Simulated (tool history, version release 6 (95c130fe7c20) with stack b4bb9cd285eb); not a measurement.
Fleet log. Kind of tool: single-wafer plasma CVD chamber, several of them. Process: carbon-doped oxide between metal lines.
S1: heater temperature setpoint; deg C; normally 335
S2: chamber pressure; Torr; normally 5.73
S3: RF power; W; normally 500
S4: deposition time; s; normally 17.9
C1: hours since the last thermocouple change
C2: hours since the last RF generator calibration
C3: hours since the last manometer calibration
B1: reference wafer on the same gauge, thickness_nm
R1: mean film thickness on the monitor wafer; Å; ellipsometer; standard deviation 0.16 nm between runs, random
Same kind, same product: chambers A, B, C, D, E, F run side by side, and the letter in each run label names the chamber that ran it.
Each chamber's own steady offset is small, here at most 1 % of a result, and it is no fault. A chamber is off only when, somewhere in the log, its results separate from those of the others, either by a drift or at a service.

run,hour,S1,S2,S3,S4,C1,C2,C3,B1,R1
1C,7.2,335,5.73,500,17.9,1035.9,749.8,685.7,104.42,979.85
2A,13.6,335,5.73,500,17.9,1528.7,1724.5,609.2,104.37,980.27
# hour 18.1: chamber E: RF generator calibrated
3B,22.2,335,5.73,500,17.9,1285.7,435.8,1945.4,104.33,972.46
4F,27.0,335,5.73,500,17.9,442.9,675.7,1851.0,104.34,987.63
5D,31.9,335,5.73,500,17.9,161.3,748.0,232.0,104.28,991.84
6E,37.0,335,5.73,500,17.9,921.3,19.0,120.6,104.29,980.91
# hour 41.7: chamber F: capacitance manometer re-zeroed and calibrated
7C,45.3,335,5.73,500,17.9,1074.0,787.9,723.8,104.28,975.75
8E,49.4,335,5.73,500,17.9,933.7,31.4,133.0,104.27,980.56
9A,54.2,335,5.73,470,17.9,1569.3,1765.1,649.8,104.25,942.31
10D,60.9,335,5.73,470,17.9,190.3,777.0,261.0,104.25,948.67
11F,65.0,335,5.73,470,17.9,480.9,713.7,23.3,104.22,948.00
12B,71.1,335,5.73,470,17.9,1334.6,484.7,1994.3,104.20,934.69
13E,77.0,335,5.73,470,17.9,961.3,59.0,160.6,104.16,945.68
14D,83.3,335,5.73,470,17.9,212.7,799.4,283.4,104.19,951.07
15C,92.2,335,5.73,500,17.9,1120.9,834.8,770.7,104.14,975.78
16B,98.6,335,5.73,500,17.9,1362.1,512.2,2021.8,104.12,970.33
17A,104.1,335,5.73,500,17.9,1619.2,1815.0,699.7,104.07,979.79
18F,112.3,335,5.73,500,17.9,528.2,761.0,70.6,104.08,983.22
19D,117.1,335,5.73,500,17.9,246.5,833.2,317.2,104.04,987.67
20B,123.6,335,5.73,500,17.9,1387.1,537.2,2046.8,104.06,967.74
21F,127.6,335,5.73,500,17.9,543.5,776.3,85.9,104.02,983.05
22E,131.7,335,5.73,500,16.5,1016.0,113.7,215.3,104.04,906.04
23A,135.8,335,5.73,500,16.5,1650.9,1846.7,731.4,104.00,900.85
24C,141.5,335,5.73,500,16.5,1170.2,884.1,820.0,104.02,900.18
25A,148.5,335,5.73,500,16.5,1663.6,1859.4,744.1,104.00,902.10
26E,153.0,335,5.73,500,16.5,1037.3,135.0,236.6,103.88,902.58
27C,159.9,335,5.73,500,16.5,1188.6,902.5,838.4,103.88,900.15
# hour 162.7: chamber A: RF generator calibrated
28B,164.2,335,5.73,500,17.9,1427.7,577.8,2087.4,103.92,971.69
29D,170.5,335,5.73,500,17.9,299.9,886.6,370.6,103.93,985.91
30F,178.6,335,5.73,500,17.9,594.5,827.3,136.9,103.89,981.05
31B,184.3,347,5.73,550,17.9,1447.8,597.9,2107.5,103.87,990.36
32E,191.1,347,5.73,550,17.9,1075.4,173.1,274.7,103.83,998.41
33D,197.2,347,5.73,550,17.9,326.6,913.3,397.3,103.82,1009.70
34C,204.9,347,5.73,550,17.9,1233.6,947.5,883.4,103.83,994.90
35A,210.1,347,5.73,550,17.9,1725.2,47.5,805.7,103.84,997.58
36F,216.3,347,5.73,550,17.9,632.2,865.0,174.6,103.76,1000.30
37E,223.6,335,5.73,500,17.9,1107.9,205.6,307.2,103.76,980.03

All 6 chambers run these settings next. Forecast each chamber's results:
38A,230.1,335,5.73,500,20.3,,,,,?
38B,230.1,335,5.73,500,20.3,,,,,?
38C,230.1,335,5.73,500,20.3,,,,,?
38D,230.1,335,5.73,500,20.3,,,,,?
38E,230.1,335,5.73,500,20.3,,,,,?
38F,230.1,335,5.73,500,20.3,,,,,?

run,R1
38A,1105.00
38B,1093.30
38C,1101.10
38D,1116.70
38E,1105.30
38F,1108.20
